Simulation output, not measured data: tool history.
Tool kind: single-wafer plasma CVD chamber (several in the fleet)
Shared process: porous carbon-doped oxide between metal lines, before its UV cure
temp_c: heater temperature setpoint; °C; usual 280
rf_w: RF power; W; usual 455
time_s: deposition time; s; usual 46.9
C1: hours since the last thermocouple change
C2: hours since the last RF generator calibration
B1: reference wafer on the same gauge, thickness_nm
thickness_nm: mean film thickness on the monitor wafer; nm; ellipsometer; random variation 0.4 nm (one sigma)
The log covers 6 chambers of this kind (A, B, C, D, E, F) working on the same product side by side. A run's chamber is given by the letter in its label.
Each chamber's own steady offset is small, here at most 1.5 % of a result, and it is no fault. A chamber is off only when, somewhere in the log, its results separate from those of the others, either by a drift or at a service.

Run 1A, hour 8.4: usual settings; C1 569.2; C2 449.7; B1 237.03. Result: thickness_nm 261.71 nm.
Run 2D, hour 21.2: usual settings; C1 1638.2; C2 576.9; B1 237.13. Result: thickness_nm 267.06 nm.
Run 3C, hour 28.6: usual settings; C1 1429.6; C2 1513.1; B1 236.98. Result: thickness_nm 263.67 nm.
Run 4B, hour 39.4: usual settings; C1 1836; C2 599.7; B1 237.15. Result: thickness_nm 263.88 nm.
Run 5E, hour 50.6: usual settings; C1 1699.1; C2 1542.7; B1 237.15. Result: thickness_nm 265.13 nm.
Run 6F, hour 63: usual settings; C1 854.4; C2 1514.3; B1 237.29. Result: thickness_nm 266.72 nm.
Run 7A, hour 71.2: usual settings; C1 632; C2 512.5; B1 237.27. Result: thickness_nm 262.34 nm.
Run 8C, hour 80.2: usual settings; C1 1481.2; C2 1564.7; B1 237.3. Result: thickness_nm 263.81 nm.
At hour 86.7: chamber C: RF generator calibrated.
Run 9D, hour 87.2: usual settings; C1 1704.2; C2 642.9; B1 237.28. Result: thickness_nm 267.98 nm.
Run 10E, hour 100.3: usual settings; C1 1748.8; C2 1592.4; B1 237.39. Result: thickness_nm 265.02 nm.
Run 11F, hour 106.1: usual settings but temp_c 285 °C, rf_w 415 W; C1 897.5; C2 1557.4; B1 237.38. Result: thickness_nm 240.96 nm.
Run 12B, hour 113.9: usual settings but temp_c 285 °C, rf_w 415 W; C1 1910.5; C2 674.2; B1 237.43. Result: thickness_nm 237.88 nm.
Run 13A, hour 125.4: usual settings but temp_c 285 °C, rf_w 415 W; C1 686.2; C2 566.7; B1 237.42. Result: thickness_nm 237.1 nm.
Run 14C, hour 134.7: usual settings but temp_c 285 °C, rf_w 415 W; C1 1535.7; C2 48.1; B1 237.49. Result: thickness_nm 238.59 nm.
Run 15F, hour 143.7: usual settings but temp_c 285 °C, rf_w 415 W; C1 935.1; C2 1595; B1 237.49. Result: thickness_nm 240.63 nm.
Run 16D, hour 152.1: usual settings but temp_c 285 °C, rf_w 415 W; C1 1769.1; C2 707.8; B1 237.59. Result: thickness_nm 241.31 nm.
Run 17B, hour 158.1: usual settings but temp_c 270 °C, time_s 39.1 s; C1 1954.7; C2 718.4; B1 237.63. Result: thickness_nm 235.54 nm.
At hour 169.7: chamber D: thermocouple changed; heater temperature recalibrated.
Run 18E, hour 169.8: usual settings but temp_c 270 °C, time_s 39.1 s; C1 1818.3; C2 1661.9; B1 237.64. Result: thickness_nm 237.84 nm.
Run 19A, hour 177.9: usual settings but temp_c 270 °C, time_s 39.1 s; C1 738.7; C2 619.2; B1 237.64. Result: thickness_nm 234.72 nm.
At hour 184.1: chamber B: thermocouple changed; heater temperature recalibrated.
Run 20E, hour 190.6: usual settings but temp_c 270 °C, time_s 39.1 s; C1 1839.1; C2 1682.7; B1 237.65. Result: thickness_nm 237.82 nm.
Run 21F, hour 200.3: usual settings but temp_c 270 °C, time_s 39.1 s; C1 991.7; C2 1651.6; B1 237.77. Result: thickness_nm 238.63 nm.
Run 22B, hour 211.9: usual settings but temp_c 270 °C, time_s 39.1 s; C1 27.8; C2 772.2; B1 237.8. Result: thickness_nm 236 nm.
Run 23C, hour 224.4: usual settings; C1 1625.4; C2 137.8; B1 237.78. Result: thickness_nm 264.23 nm.
Run 24D, hour 234.6: usual settings; C1 65; C2 790.3; B1 237.91. Result: thickness_nm 268.22 nm.
Run 25C, hour 241.5: usual settings; C1 1642.5; C2 154.9; B1 237.81. Result: thickness_nm 264.6 nm.
Run 26D, hour 251.6: usual settings; C1 82; C2 807.3; B1 237.89. Result: thickness_nm 267.66 nm.
Run 27F, hour 263.3: usual settings; C1 1054.7; C2 1714.6; B1 237.93. Result: thickness_nm 266.65 nm.
Run 28B, hour 272: usual settings but temp_c 289 °C, rf_w 425 W; C1 87.9; C2 832.3; B1 237.97. Result: thickness_nm 236.24 nm.
Run 29A, hour 278.6: usual settings but temp_c 289 °C, rf_w 425 W; C1 839.4; C2 719.9; B1 237.98. Result: thickness_nm 236.13 nm.
Run 30E, hour 285.4: usual settings but temp_c 289 °C, rf_w 425 W; C1 1933.9; C2 1777.5; B1 238.06. Result: thickness_nm 238.71 nm.
Run 31A, hour 291.3: usual settings but temp_c 289 °C, rf_w 425 W; C1 852.1; C2 732.6; B1 238.05. Result: thickness_nm 235.53 nm.
At hour 292.1: chamber F: RF generator calibrated.
Run 32B, hour 302.3: usual settings but temp_c 289 °C, rf_w 425 W; C1 118.2; C2 862.6; B1 238.09. Result: thickness_nm 236.88 nm.
Run 33F, hour 310.4: usual settings but temp_c 289 °C, rf_w 425 W; C1 1101.8; C2 18.3; B1 238.18. Result: thickness_nm 240.06 nm.
Run 34E, hour 320.5: usual settings; C1 1969; C2 1812.6; B1 238.13. Result: thickness_nm 266.17 nm.
Run 35D, hour 326.3: usual settings; C1 156.7; C2 882; B1 238.28. Result: thickness_nm 268.37 nm.
Run 36C, hour 338.3: usual settings; C1 1739.3; C2 251.7; B1 238.21. Result: thickness_nm 264.74 nm.
Run 37D, hour 350.5: usual settings; C1 180.9; C2 906.2; B1 238.28. Result: thickness_nm 267.61 nm.
Run 38A, hour 361.6: usual settings; C1 922.4; C2 802.9; B1 238.29. Result: thickness_nm 263.92 nm.
Run 39E, hour 369: usual settings but temp_c 289 °C, rf_w 425 W; C1 2017.5; C2 1861.1; B1 238.41. Result: thickness_nm 239.08 nm.
Run 40F, hour 378.5: usual settings but temp_c 289 °C, rf_w 425 W; C1 1169.9; C2 86.4; B1 238.28. Result: thickness_nm 239.24 nm.
Run 41C, hour 390.2: usual settings but temp_c 289 °C, rf_w 425 W; C1 1791.2; C2 303.6; B1 238.47. Result: thickness_nm 237.32 nm.

Each of the 6 chambers runs these same settings next. Fill in every chamber's results:
Run 42A, hour 399.8: usual settings. Result: thickness_nm ?.
Run 42B, hour 399.8: usual settings. Result: thickness_nm ?.
Run 42C, hour 399.8: usual settings. Result: thickness_nm ?.
Run 42D, hour 399.8: usual settings. Result: thickness_nm ?.
Run 42E, hour 399.8: usual settings. Result: thickness_nm ?.
Run 42F, hour 399.8: usual settings. Result: thickness_nm ?.

run  thickness_nm
42A        263.92
42B        264.91
42C        265.96
42D        268.59
42E        266.23
42F        267.35
